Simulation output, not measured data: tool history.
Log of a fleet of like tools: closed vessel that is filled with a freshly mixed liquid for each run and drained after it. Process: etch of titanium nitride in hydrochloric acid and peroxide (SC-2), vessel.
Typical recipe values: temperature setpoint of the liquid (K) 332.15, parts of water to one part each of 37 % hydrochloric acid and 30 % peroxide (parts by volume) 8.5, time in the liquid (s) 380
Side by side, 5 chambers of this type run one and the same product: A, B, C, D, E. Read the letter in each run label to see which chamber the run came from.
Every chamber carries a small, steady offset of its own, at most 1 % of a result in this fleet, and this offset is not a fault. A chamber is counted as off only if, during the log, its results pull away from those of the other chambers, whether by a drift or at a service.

| run | hour | temperature setpoint of the liquid (K) | parts of water to one part each of 37 % hydrochloric acid and 30 % peroxide (parts by volume) | time in the liquid (s) | read-back film thickness of the titanium nitride reference wafer, read on the same gauge (nm) | thickness taken off the titanium nitride on a monitor wafer (angstrom) |
|---|---|---|---|---|---|---|
| 1A | 5.4 | 332.15 | 8.5 | 380 | 150.03 | 160.510 |
| 2E | 9.9 | 332.15 | 8.5 | 380 | 150.04 | 157.190 |
| 3D | 15.8 | 332.15 | 8.5 | 380 | 149.98 | 159.460 |
| 4B | 19.0 | 332.15 | 8.5 | 380 | 150.04 | 161.300 |
| 5C | 22.4 | 332.15 | 8.5 | 380 | 150.01 | 162.280 |
| 6E | 28.1 | 332.15 | 8.5 | 380 | 150.03 | 158.260 |
| 7C | 32.8 | 332.15 | 8.5 | 380 | 150.00 | 159.480 |
| 8A | 36.1 | 332.15 | 8.5 | 380 | 150.02 | 161.070 |
|  | 38.2 | chamber E: chemicals flow meter replaced |
| 9D | 40.4 | 332.15 | 8.5 | 380 | 150.00 | 159.550 |
| 10B | 44.4 | 332.15 | 8.5 | 380 | 150.01 | 162.070 |
| 11C | 47.8 | 332.15 | 8.5 | 380 | 150.01 | 161.730 |
| 12D | 54.1 | 332.15 | 8.5 | 380 | 150.02 | 159.730 |
| 13E | 58.9 | 332.15 | 8.5 | 380 | 149.96 | 159.520 |
| 14A | 63.8 | 332.15 | 8.5 | 380 | 150.02 | 158.940 |
| 15B | 69.2 | 332.15 | 8.5 | 380 | 149.97 | 162.860 |
| 16D | 73.4 | 332.15 | 8.5 | 380 | 149.98 | 158.300 |
| 17B | 76.3 | 332.15 | 8.5 | 195 | 150.00 | 84.466 |
| 18A | 80.6 | 332.15 | 8.5 | 195 | 150.02 | 82.571 |
| 19C | 86.2 | 332.15 | 8.5 | 195 | 150.01 | 82.901 |
| 20E | 90.4 | 332.15 | 8.5 | 195 | 150.00 | 82.000 |
| 21C | 95.7 | 332.15 | 8.5 | 195 | 149.99 | 82.989 |
| 22E | 100.3 | 332.15 | 8.5 | 380 | 150.00 | 161.150 |
| 23A | 106.6 | 332.15 | 8.5 | 380 | 150.02 | 160.520 |
| 24D | 112.6 | 332.15 | 8.5 | 380 | 149.99 | 160.030 |
| 25B | 118.0 | 332.15 | 8.5 | 380 | 149.96 | 165.350 |
|  | 123.1 | chamber E: new drum of peroxide connected |
| 26D | 123.6 | 332.15 | 8.5 | 380 | 149.97 | 158.620 |
| 27E | 126.8 | 332.15 | 8.5 | 380 | 150.00 | 161.060 |
| 28C | 132.7 | 332.15 | 8.5 | 380 | 150.01 | 159.600 |
| 29A | 139.1 | 332.15 | 8.5 | 380 | 150.01 | 160.730 |
| 30B | 142.6 | 332.15 | 8.5 | 380 | 149.99 | 167.440 |
| 31E | 148.5 | 332.15 | 8.5 | 380 | 150.01 | 159.300 |
| 32D | 152.7 | 332.15 | 8.5 | 450 | 149.99 | 188.490 |
| 33B | 157.9 | 332.15 | 8.5 | 450 | 149.98 | 200.350 |
| 34C | 163.0 | 332.15 | 8.5 | 450 | 149.98 | 191.460 |
|  | 166.3 | chamber A: thermometer replaced |
| 35A | 168.0 | 332.15 | 8.5 | 450 | 150.00 | 191.650 |
| 36A | 172.7 | 332.15 | 8.5 | 450 | 150.00 | 190.650 |
| 37E | 178.4 | 332.15 | 8.5 | 380 | 150.01 | 157.630 |
| 38B | 181.8 | 332.15 | 8.5 | 380 | 150.01 | 172.330 |
| 39C | 186.9 | 336.65 | 10.0 | 380 | 149.98 | 186.900 |
| 40D | 193.3 | 336.65 | 10.0 | 380 | 150.00 | 184.880 |
| 41B | 199.3 | 336.65 | 10.0 | 380 | 150.01 | 198.740 |
| 42A | 202.1 | 336.65 | 10.0 | 380 | 150.03 | 187.370 |
| 43D | 205.2 | 336.65 | 10.0 | 380 | 149.96 | 181.690 |

All chambers now run identical settings, listed one chamber a line with results as question marks. What results will each chamber show?
| 44A | 209.8 | 332.15 | 8.5 | 380 |  | ? |
| 44B | 209.8 | 332.15 | 8.5 | 380 |  | ? |
| 44C | 209.8 | 332.15 | 8.5 | 380 |  | ? |
| 44D | 209.8 | 332.15 | 8.5 | 380 |  | ? |
| 44E | 209.8 | 332.15 | 8.5 | 380 |  | ? |

| run | thickness taken off the titanium nitride on a monitor wafer (angstrom) |
|---|---|
| 44A | 161.410 |
| 44B | 174.150 |
| 44C | 161.410 |
| 44D | 158.080 |
| 44E | 159.170 |
